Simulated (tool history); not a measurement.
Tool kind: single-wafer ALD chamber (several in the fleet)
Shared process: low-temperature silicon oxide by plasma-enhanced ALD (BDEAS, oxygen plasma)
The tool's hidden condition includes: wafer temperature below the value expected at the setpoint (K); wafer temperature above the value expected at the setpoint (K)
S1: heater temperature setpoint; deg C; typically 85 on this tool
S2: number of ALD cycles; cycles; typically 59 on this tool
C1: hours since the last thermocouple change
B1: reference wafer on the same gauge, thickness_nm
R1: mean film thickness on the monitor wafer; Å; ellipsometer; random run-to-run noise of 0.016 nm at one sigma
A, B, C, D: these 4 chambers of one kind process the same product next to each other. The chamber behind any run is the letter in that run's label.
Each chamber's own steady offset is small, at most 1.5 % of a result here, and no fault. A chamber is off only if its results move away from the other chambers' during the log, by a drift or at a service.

run	hour	S1	S2	C1	B1	R1
1A	3	85	59	3016.2	8.017	88.871
2B	7.2	85	59	238.8	8.017	87.58
3C	11.4	85	59	1082.2	8.0156	88.13
4D	17.5	85	59	848.8	8.0143	89.163
5A	21.3	85	59	3034.5	8.0113	88.713
6C	25.6	85	59	1096.4	8.0135	88.057
7D	28.4	85	59	859.7	8.0101	89.456
8B	33.4	85	59	265	8.0081	87.154
9B	39.2	85	59	270.8	8.007	87.212
10C	43	85	59	1113.8	8.0055	88.148
# hour 47: chamber A: thermocouple changed; heater temperature recalibrated
11D	47.2	85	59	878.5	8.0047	89.298
12A	51.3	85	59	4.3	8.0028	88.352
13C	54	85	59	1124.8	8.0025	87.91
14A	57.7	85	59	10.7	7.9999	88.131
15B	63	77	65	294.6	7.9993	98.587
16D	67	77	65	898.3	7.9993	100.79
17A	70.2	77	65	23.2	7.9973	100.09
18C	74.2	77	65	1145	7.9955	99.347
19D	79.7	85	59	911	7.9912	89.055
20B	84.3	73	70	315.9	7.9941	107.96
21A	88.4	73	70	41.4	7.9919	108.84
22D	91.2	73	70	922.5	7.9893	110.01
23C	95.7	73	70	1166.5	7.9847	108.53
24B	99.6	85	68	331.2	7.9866	100.34
25B	102.3	85	68	333.9	7.9869	100.19
26A	105.2	85	68	58.2	7.9806	101.71
27C	110.1	85	68	1180.9	7.9854	100.91
28D	114.9	85	59	946.2	7.9806	89.048
29B	118.3	93	59	349.9	7.9816	84.71
30A	123	93	59	76	7.9775	85.792
31D	126.7	93	59	958	7.9776	86.23
32C	129.8	93	59	1200.6	7.9747	85.409
33B	133.3	79	64	364.9	7.9776	96.753
34D	136.5	79	64	967.8	7.9756	98.6
35C	141.4	79	64	1212.2	7.9739	96.96
36A	146.6	79	64	99.6	7.9731	97.482
37C	151.2	85	59	1222	7.9655	87.637
38B	156.9	85	59	388.5	7.9697	86.801
39D	159.6	85	59	990.9	7.9644	88.853
40A	163.8	85	59	116.8	7.9644	88.069
41A	168	85	59	121	7.9642	87.992

Each of the 4 chambers runs these same settings next. Fill in every chamber's results:
42A	172.4	85	59			?
42B	172.4	85	59			?
42C	172.4	85	59			?
42D	172.4	85	59			?

run	R1
42A	87.928
42B	86.916
42C	87.608
42D	88.771
